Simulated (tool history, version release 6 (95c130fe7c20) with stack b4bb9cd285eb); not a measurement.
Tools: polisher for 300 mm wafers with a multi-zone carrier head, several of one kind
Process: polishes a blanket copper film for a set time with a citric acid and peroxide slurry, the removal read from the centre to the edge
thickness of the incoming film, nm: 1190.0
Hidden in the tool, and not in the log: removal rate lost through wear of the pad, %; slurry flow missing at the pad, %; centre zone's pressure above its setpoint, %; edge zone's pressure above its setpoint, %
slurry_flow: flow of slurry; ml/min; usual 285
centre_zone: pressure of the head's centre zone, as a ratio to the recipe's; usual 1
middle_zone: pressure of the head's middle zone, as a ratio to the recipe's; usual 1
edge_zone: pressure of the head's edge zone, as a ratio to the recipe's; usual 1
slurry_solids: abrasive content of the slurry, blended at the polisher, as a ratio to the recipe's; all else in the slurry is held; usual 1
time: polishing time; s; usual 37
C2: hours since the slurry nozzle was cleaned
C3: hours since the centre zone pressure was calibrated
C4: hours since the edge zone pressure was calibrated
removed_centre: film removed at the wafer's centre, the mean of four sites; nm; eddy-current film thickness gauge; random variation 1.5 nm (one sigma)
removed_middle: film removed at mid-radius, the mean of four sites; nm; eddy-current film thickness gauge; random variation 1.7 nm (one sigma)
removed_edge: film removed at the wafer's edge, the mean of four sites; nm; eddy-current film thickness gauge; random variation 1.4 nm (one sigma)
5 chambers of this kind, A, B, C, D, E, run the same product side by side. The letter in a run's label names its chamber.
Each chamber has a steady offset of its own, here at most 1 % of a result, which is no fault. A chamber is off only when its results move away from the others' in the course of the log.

{"run": "1D", "hour": 9.1, "slurry_flow": 285, "centre_zone": 1, "middle_zone": 1, "edge_zone": 1, "slurry_solids": 1, "time": 37, "wafers polished on this pad": 1206, "C2": 554.9, "C3": 486.6, "C4": 606.2, "removed_centre": 120.72, "removed_middle": 122.09, "removed_edge": 125.07}
{"run": "2C", "hour": 14.6, "slurry_flow": 285, "centre_zone": 1, "middle_zone": 1, "edge_zone": 1, "slurry_solids": 1, "time": 37, "wafers polished on this pad": 249, "C2": 84.5, "C3": 190, "C4": 513.4, "removed_centre": 126.19, "removed_middle": 121.22, "removed_edge": 128.59}
{"hour": 19.8, "done": "chamber D: worn pad replaced by a new one"}
{"run": "3E", "hour": 20.7, "slurry_flow": 285, "centre_zone": 1, "middle_zone": 1, "edge_zone": 1, "slurry_solids": 1, "time": 37, "wafers polished on this pad": 893, "C2": 317.3, "C3": 512.9, "C4": 599.1, "removed_centre": 123.45, "removed_middle": 124.91, "removed_edge": 124.24}
{"run": "4B", "hour": 27.9, "slurry_flow": 285, "centre_zone": 1, "middle_zone": 1, "edge_zone": 1, "slurry_solids": 1, "time": 37, "wafers polished on this pad": 1103, "C2": 131.2, "C3": 947.6, "C4": 174.6, "removed_centre": 124.22, "removed_middle": 123.27, "removed_edge": 124.31}
{"run": "5A", "hour": 35.6, "slurry_flow": 285, "centre_zone": 1, "middle_zone": 1, "edge_zone": 1, "slurry_solids": 1, "time": 37, "wafers polished on this pad": 1201, "C2": 246.8, "C3": 71.4, "C4": 760, "removed_centre": 123.8, "removed_middle": 126.97, "removed_edge": 124.55}
{"hour": 37.4, "done": "chamber B: worn pad replaced by a new one"}
{"hour": 40.3, "done": "chamber A: edge zone pressure recalibrated"}
{"run": "6B", "hour": 42.1, "slurry_flow": 285, "centre_zone": 1, "middle_zone": 1, "edge_zone": 1, "slurry_solids": 1, "time": 37, "wafers polished on this pad": 65, "C2": 145.4, "C3": 961.8, "C4": 188.8, "removed_centre": 126.15, "removed_middle": 128.04, "removed_edge": 124.25}
{"hour": 47.4, "done": "chamber A: worn pad replaced by a new one"}
{"run": "7D", "hour": 53.1, "slurry_flow": 285, "centre_zone": 1, "middle_zone": 1, "edge_zone": 1, "slurry_solids": 1, "time": 37, "wafers polished on this pad": 462, "C2": 598.9, "C3": 530.6, "C4": 650.2, "removed_centre": 123.74, "removed_middle": 128.97, "removed_edge": 127.06}
{"run": "8E", "hour": 60.0, "slurry_flow": 285, "centre_zone": 1, "middle_zone": 1, "edge_zone": 1, "slurry_solids": 1, "time": 37, "wafers polished on this pad": 1437, "C2": 356.6, "C3": 552.2, "C4": 638.4, "removed_centre": 127.44, "removed_middle": 125.53, "removed_edge": 121.9}
{"hour": 60.5, "done": "chamber D: slurry nozzle cleaned"}
{"hour": 60.9, "done": "chamber E: worn pad replaced by a new one"}
{"run": "9C", "hour": 70.1, "slurry_flow": 285, "centre_zone": 1, "middle_zone": 1, "edge_zone": 1, "slurry_solids": 1, "time": 37, "wafers polished on this pad": 1018, "C2": 140, "C3": 245.5, "C4": 568.9, "removed_centre": 124.68, "removed_middle": 123.17, "removed_edge": 126.09}
{"run": "10A", "hour": 75.6, "slurry_flow": 285, "centre_zone": 1, "middle_zone": 1, "edge_zone": 1, "slurry_solids": 1, "time": 37, "wafers polished on this pad": 392, "C2": 286.8, "C3": 111.4, "C4": 35.3, "removed_centre": 123.26, "removed_middle": 125.88, "removed_edge": 123.52}
{"run": "11B", "hour": 86.6, "slurry_flow": 285, "centre_zone": 1, "middle_zone": 1, "edge_zone": 1, "slurry_solids": 1, "time": 37, "wafers polished on this pad": 681, "C2": 189.9, "C3": 1006.3, "C4": 233.3, "removed_centre": 124.91, "removed_middle": 127.7, "removed_edge": 124.43}
{"hour": 87.7, "done": "chamber C: worn pad replaced by a new one"}
{"run": "12E", "hour": 91.8, "slurry_flow": 285, "centre_zone": 1, "middle_zone": 1, "edge_zone": 1, "slurry_solids": 1, "time": 37, "wafers polished on this pad": 428, "C2": 388.4, "C3": 584, "C4": 670.2, "removed_centre": 125.11, "removed_middle": 123.03, "removed_edge": 125.55}
{"run": "13C", "hour": 99.8, "slurry_flow": 285, "centre_zone": 1, "middle_zone": 1, "edge_zone": 1, "slurry_solids": 1, "time": 37, "wafers polished on this pad": 168, "C2": 169.7, "C3": 275.2, "C4": 598.6, "removed_centre": 125.51, "removed_middle": 124.83, "removed_edge": 125.47}
{"hour": 105.8, "done": "chamber B: worn pad replaced by a new one"}
{"run": "14D", "hour": 109.3, "slurry_flow": 285, "centre_zone": 1, "middle_zone": 1, "edge_zone": 1, "slurry_solids": 1, "time": 37, "wafers polished on this pad": 1241, "C2": 48.8, "C3": 586.8, "C4": 706.4, "removed_centre": 125.08, "removed_middle": 124.74, "removed_edge": 126.62}
{"hour": 118.6, "done": "chamber D: worn pad replaced by a new one"}
{"run": "15A", "hour": 119.0, "slurry_flow": 370, "centre_zone": 1, "middle_zone": 1.11, "edge_zone": 1, "slurry_solids": 1, "time": 37, "wafers polished on this pad": 993, "C2": 330.2, "C3": 154.8, "C4": 78.7, "removed_centre": 125.97, "removed_middle": 139.38, "removed_edge": 130.19}
{"run": "16B", "hour": 129.8, "slurry_flow": 370, "centre_zone": 1, "middle_zone": 1.11, "edge_zone": 1, "slurry_solids": 1, "time": 37, "wafers polished on this pad": 332, "C2": 233.1, "C3": 1049.5, "C4": 276.5, "removed_centre": 126.19, "removed_middle": 142.47, "removed_edge": 125.92}
{"run": "17D", "hour": 138.0, "slurry_flow": 370, "centre_zone": 1, "middle_zone": 1.11, "edge_zone": 1, "slurry_solids": 1, "time": 37, "wafers polished on this pad": 269, "C2": 77.5, "C3": 615.5, "C4": 735.1, "removed_centre": 129.83, "removed_middle": 145.47, "removed_edge": 127.32}
{"run": "18E", "hour": 145.2, "slurry_flow": 370, "centre_zone": 1, "middle_zone": 1.11, "edge_zone": 1, "slurry_solids": 1, "time": 37, "wafers polished on this pad": 1168, "C2": 441.8, "C3": 637.4, "C4": 723.6, "removed_centre": 128.46, "removed_middle": 138.55, "removed_edge": 127.07}
{"hour": 145.7, "done": "chamber A: worn pad replaced by a new one"}
{"hour": 154.6, "done": "chamber C: centre zone pressure recalibrated"}
{"hour": 155.3, "done": "chamber A: slurry nozzle cleaned"}
{"run": "19C", "hour": 156.0, "slurry_flow": 370, "centre_zone": 1, "middle_zone": 1.11, "edge_zone": 1, "slurry_solids": 1, "time": 37, "wafers polished on this pad": 946, "C2": 225.9, "C3": 1.4, "C4": 654.8, "removed_centre": 127.76, "removed_middle": 138.96, "removed_edge": 131.39}
{"hour": 161.6, "done": "chamber C: worn pad replaced by a new one"}
{"run": "20A", "hour": 166.1, "slurry_flow": 365, "centre_zone": 1, "middle_zone": 1.08, "edge_zone": 1, "slurry_solids": 1, "time": 37, "wafers polished on this pad": 283, "C2": 10.8, "C3": 201.9, "C4": 125.8, "removed_centre": 126.79, "removed_middle": 138.52, "removed_edge": 126.94}
{"run": "21C", "hour": 174.8, "slurry_flow": 365, "centre_zone": 1, "middle_zone": 1.08, "edge_zone": 1, "slurry_solids": 1, "time": 37, "wafers polished on this pad": 183, "C2": 244.7, "C3": 20.2, "C4": 673.6, "removed_centre": 127.14, "removed_middle": 135.63, "removed_edge": 125.26}
{"run": "22A", "hour": 180.1, "slurry_flow": 365, "centre_zone": 1, "middle_zone": 1.08, "edge_zone": 1, "slurry_solids": 1, "time": 37, "wafers polished on this pad": 477, "C2": 24.8, "C3": 215.9, "C4": 139.8, "removed_centre": 124.72, "removed_middle": 135.5, "removed_edge": 124.35}
{"hour": 180.3, "done": "chamber E: worn pad replaced by a new one"}
{"hour": 181.1, "done": "chamber D: edge zone pressure recalibrated"}
{"hour": 187.0, "done": "chamber B: worn pad replaced by a new one"}
{"run": "23B", "hour": 191.5, "slurry_flow": 365, "centre_zone": 1, "middle_zone": 1.08, "edge_zone": 1, "slurry_solids": 1, "time": 37, "wafers polished on this pad": 62, "C2": 294.8, "C3": 1111.2, "C4": 338.2, "removed_centre": 129.42, "removed_middle": 138.04, "removed_edge": 125.74}
{"run": "24E", "hour": 200.7, "slurry_flow": 365, "centre_zone": 1, "middle_zone": 1.08, "edge_zone": 1, "slurry_solids": 1, "time": 37, "wafers polished on this pad": 283, "C2": 497.3, "C3": 692.9, "C4": 779.1, "removed_centre": 125.11, "removed_middle": 136.62, "removed_edge": 126.24}
{"run": "25D", "hour": 208.2, "slurry_flow": 285, "centre_zone": 1, "middle_zone": 1, "edge_zone": 1, "slurry_solids": 1, "time": 37, "wafers polished on this pad": 1242, "C2": 147.7, "C3": 685.7, "C4": 27.2, "removed_centre": 123.35, "removed_middle": 125.57, "removed_edge": 125.61}
{"run": "26A", "hour": 219.8, "slurry_flow": 285, "centre_zone": 1, "middle_zone": 1, "edge_zone": 1, "slurry_solids": 1, "time": 37, "wafers polished on this pad": 1027, "C2": 64.5, "C3": 255.6, "C4": 179.5, "removed_centre": 125.32, "removed_middle": 124.68, "removed_edge": 125.18}
{"hour": 222.1, "done": "chamber D: worn pad replaced by a new one"}
{"run": "27D", "hour": 229.0, "slurry_flow": 285, "centre_zone": 1, "middle_zone": 1, "edge_zone": 1, "slurry_solids": 1, "time": 37, "wafers polished on this pad": 96, "C2": 168.5, "C3": 706.5, "C4": 48, "removed_centre": 126.74, "removed_middle": 125.01, "removed_edge": 125.1}
{"hour": 237.0, "done": "chamber C: slurry nozzle cleaned"}
{"run": "28B", "hour": 238.2, "slurry_flow": 285, "centre_zone": 1, "middle_zone": 1, "edge_zone": 1, "slurry_solids": 1, "time": 37, "wafers polished on this pad": 709, "C2": 341.5, "C3": 1157.9, "C4": 384.9, "removed_centre": 125, "removed_middle": 127.63, "removed_edge": 124.18}
{"hour": 245.6, "done": "chamber A: worn pad replaced by a new one"}
{"run": "29C", "hour": 246.6, "slurry_flow": 285, "centre_zone": 1, "middle_zone": 1, "edge_zone": 1, "slurry_solids": 1, "time": 37, "wafers polished on this pad": 1178, "C2": 9.6, "C3": 92, "C4": 745.4, "removed_centre": 127.77, "removed_middle": 125.64, "removed_edge": 124.96}
{"hour": 249.4, "done": "chamber C: worn pad replaced by a new one"}
{"hour": 251.7, "done": "chamber B: slurry nozzle cleaned"}
{"run": "30E", "hour": 251.9, "slurry_flow": 285, "centre_zone": 1, "middle_zone": 1, "edge_zone": 1, "slurry_solids": 1, "time": 37, "wafers polished on this pad": 992, "C2": 548.5, "C3": 744.1, "C4": 830.3, "removed_centre": 124.81, "removed_middle": 123.24, "removed_edge": 124.4}
{"run": "31B", "hour": 260.7, "slurry_flow": 285, "centre_zone": 1, "middle_zone": 1, "edge_zone": 1, "slurry_solids": 1, "time": 37, "wafers polished on this pad": 1021, "C2": 9.1, "C3": 1180.4, "C4": 407.4, "removed_centre": 126.22, "removed_middle": 129.48, "removed_edge": 124.19}
{"run": "32A", "hour": 266.8, "slurry_flow": 285, "centre_zone": 1, "middle_zone": 1, "edge_zone": 1, "slurry_solids": 1, "time": 37, "wafers polished on this pad": 294, "C2": 111.5, "C3": 302.6, "C4": 226.5, "removed_centre": 122.43, "removed_middle": 126.2, "removed_edge": 123.01}
{"hour": 270.9, "done": "chamber B: worn pad replaced by a new one"}
{"run": "33C", "hour": 272.8, "slurry_flow": 285, "centre_zone": 1, "middle_zone": 1, "edge_zone": 1, "slurry_solids": 1, "time": 37, "wafers polished on this pad": 324, "C2": 35.8, "C3": 118.2, "C4": 771.6, "removed_centre": 124.22, "removed_middle": 123.4, "removed_edge": 128.39}
{"run": "34D", "hour": 283.8, "slurry_flow": 285, "centre_zone": 1, "middle_zone": 1, "edge_zone": 1, "slurry_solids": 1, "time": 37, "wafers polished on this pad": 856, "C2": 223.3, "C3": 761.3, "C4": 102.8, "removed_centre": 121.64, "removed_middle": 124.39, "removed_edge": 124.13}
{"hour": 293.6, "done": "chamber E: worn pad replaced by a new one"}
{"run": "35E", "hour": 294.0, "slurry_flow": 285, "centre_zone": 1, "middle_zone": 1, "edge_zone": 1, "slurry_solids": 1, "time": 37, "wafers polished on this pad": 6, "C2": 590.6, "C3": 786.2, "C4": 872.4, "removed_centre": 124.43, "removed_middle": 122.86, "removed_edge": 125.61}
{"run": "36C", "hour": 300.6, "slurry_flow": 285, "centre_zone": 1, "middle_zone": 1, "edge_zone": 1, "slurry_solids": 1, "time": 37, "wafers polished on this pad": 709, "C2": 63.6, "C3": 146, "C4": 799.4, "removed_centre": 123.26, "removed_middle": 122.7, "removed_edge": 124.25}
{"run": "37E", "hour": 306.1, "slurry_flow": 205, "centre_zone": 1, "middle_zone": 0.92, "edge_zone": 1, "slurry_solids": 1, "time": 37, "wafers polished on this pad": 174, "C2": 602.7, "C3": 798.3, "C4": 884.5, "removed_centre": 119.51, "removed_middle": 110.65, "removed_edge": 122.55}
{"run": "38D", "hour": 313.8, "slurry_flow": 205, "centre_zone": 1, "middle_zone": 0.92, "edge_zone": 1, "slurry_solids": 1, "time": 37, "wafers polished on this pad": 1271, "C2": 253.3, "C3": 791.3, "C4": 132.8, "removed_centre": 115.83, "removed_middle": 110.99, "removed_edge": 122.55}
{"hour": 318.5, "done": "chamber D: worn pad replaced by a new one"}
{"run": "39B", "hour": 323.8, "slurry_flow": 205, "centre_zone": 1, "middle_zone": 0.92, "edge_zone": 1, "slurry_solids": 1, "time": 37, "wafers polished on this pad": 734, "C2": 72.2, "C3": 1243.5, "C4": 470.5, "removed_centre": 121.24, "removed_middle": 112.06, "removed_edge": 118.24}
{"run": "40A", "hour": 330.7, "slurry_flow": 205, "centre_zone": 1, "middle_zone": 0.92, "edge_zone": 1, "slurry_solids": 1, "time": 37, "wafers polished on this pad": 1179, "C2": 175.4, "C3": 366.5, "C4": 290.4, "removed_centre": 117.75, "removed_middle": 114.34, "removed_edge": 120.98}
{"run": "41B", "hour": 338.8, "slurry_flow": 205, "centre_zone": 1, "middle_zone": 0.92, "edge_zone": 1, "slurry_solids": 1, "time": 37, "wafers polished on this pad": 942, "C2": 87.2, "C3": 1258.5, "C4": 485.5, "removed_centre": 119.05, "removed_middle": 112.87, "removed_edge": 123.16}
{"run": "42A", "hour": 350.0, "slurry_flow": 285, "centre_zone": 1, "middle_zone": 1, "edge_zone": 1, "slurry_solids": 1, "time": 37, "wafers polished on this pad": 1447, "C2": 194.7, "C3": 385.8, "C4": 309.7, "removed_centre": 124.39, "removed_middle": 125.19, "removed_edge": 123.47}
{"run": "43E", "hour": 358.2, "slurry_flow": 285, "centre_zone": 1, "middle_zone": 1, "edge_zone": 1, "slurry_solids": 1, "time": 37, "wafers polished on this pad": 896, "C2": 654.8, "C3": 850.4, "C4": 936.6, "removed_centre": 125.82, "removed_middle": 125.91, "removed_edge": 128.37}
{"run": "44D", "hour": 363.7, "slurry_flow": 285, "centre_zone": 1, "middle_zone": 1, "edge_zone": 1, "slurry_solids": 1, "time": 37, "wafers polished on this pad": 626, "C2": 303.2, "C3": 841.2, "C4": 182.7, "removed_centre": 124.16, "removed_middle": 124.95, "removed_edge": 123.81}

Is one chamber off against the others, does the gauge drift, or is nothing wrong? If a chamber is off, say which, and what the likeliest cause is.

No chamber stands off beyond its own small offset, and the gauge holds steady.
